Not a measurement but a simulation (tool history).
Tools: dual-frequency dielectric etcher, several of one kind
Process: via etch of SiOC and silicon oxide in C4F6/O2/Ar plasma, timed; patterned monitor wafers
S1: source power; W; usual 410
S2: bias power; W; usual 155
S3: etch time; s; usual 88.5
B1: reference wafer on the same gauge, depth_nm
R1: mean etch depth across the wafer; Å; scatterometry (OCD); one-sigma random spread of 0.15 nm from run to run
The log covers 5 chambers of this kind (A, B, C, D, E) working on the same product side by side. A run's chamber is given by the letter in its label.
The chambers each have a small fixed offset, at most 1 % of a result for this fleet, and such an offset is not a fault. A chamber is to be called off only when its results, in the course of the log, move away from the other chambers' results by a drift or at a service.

run   hour   S1   S2     S3      B1      R1
 1B    8.5  410  155   88.5  113.27  960.78
      14.8  -- chamber C: wet clean of the chamber
 2D   17.5  410  155   88.5   113.3  968.48
 3A     30  410  155   88.5  113.29  964.24
 4E   38.7  410  155   88.5  113.28  966.07
 5C   49.7  410  155   88.5   113.2  962.27
 6C   62.3  330  155   62.5  113.24  624.79
 7B   75.5  330  155   62.5  113.19   622.9
 8E   84.1  330  155   62.5  113.18  627.12
 9D   95.5  330  155   62.5  113.17  627.71
10A  107.3  330  155   62.5  113.14  623.54
11A  122.4  410  155   88.5  113.09  966.51
     136.6  -- chamber B: wet clean of the chamber
12D  138.3  410  155   88.5  113.07  964.65
13E  146.8  410  155   88.5  113.06  961.23
14C  160.5  410  155   88.5  113.02   959.5
     175.9  -- chamber D: wet clean of the chamber
15B    176  410  155   88.5  113.02  960.49
16E  183.7  330  155  107.5  113.06  1074.3
17A    194  330  155  107.5  113.02  1073.1
     203.9  -- chamber A: source power generator calibrated
18D  208.7  330  155  107.5  113.01  1075.5
19C  220.7  330  155  107.5  112.96  1071.3
20B    237  330  155  107.5  112.96  1069.1
21C  252.6  410  155   88.5   112.9  958.09
22D  264.1  410  155   88.5  112.91  965.71
23A  273.6  410  155   88.5  112.88  962.25
24E    284  350  155   88.5  112.85  906.06
25B  293.4  350  155   88.5  112.85  900.63
26B  303.8  350  155   88.5  112.81  902.55
27D  319.4  350  155   88.5  112.79  907.76
     320.4  -- chamber E: bias power generator calibrated
     324.8  -- chamber A: wet clean of the chamber
28C  334.1  350  155   88.5  112.84  903.25
29A  347.6  410  155   88.5  112.77  961.14
30E  358.1  410  155   88.5  112.77  960.84
31C  374.1  410  155   88.5  112.76  958.25
32A  386.4  410  155   88.5  112.68  961.78
33B  394.5  410  155   88.5  112.71  954.31
34D  406.5  410  155   88.5  112.67  962.48
35E    419  410  155   88.5  112.67  960.59
     420.9  -- chamber E: wet clean of the chamber
36E  433.5  410  155   88.5  112.66  961.78
37A  447.8  410  155   88.5  112.62   958.9
38D  458.7  410  155   88.5  112.61  959.17

Does one chamber stand apart from the rest, does the shared gauge drift, or is all well apart from small per-chamber offsets? Give the chamber and the most likely cause, where there is one.

None of the chambers is off. What moves is the gauge, dragging all their readings along together.
Cause: gauge reads low (%) = 0.626.

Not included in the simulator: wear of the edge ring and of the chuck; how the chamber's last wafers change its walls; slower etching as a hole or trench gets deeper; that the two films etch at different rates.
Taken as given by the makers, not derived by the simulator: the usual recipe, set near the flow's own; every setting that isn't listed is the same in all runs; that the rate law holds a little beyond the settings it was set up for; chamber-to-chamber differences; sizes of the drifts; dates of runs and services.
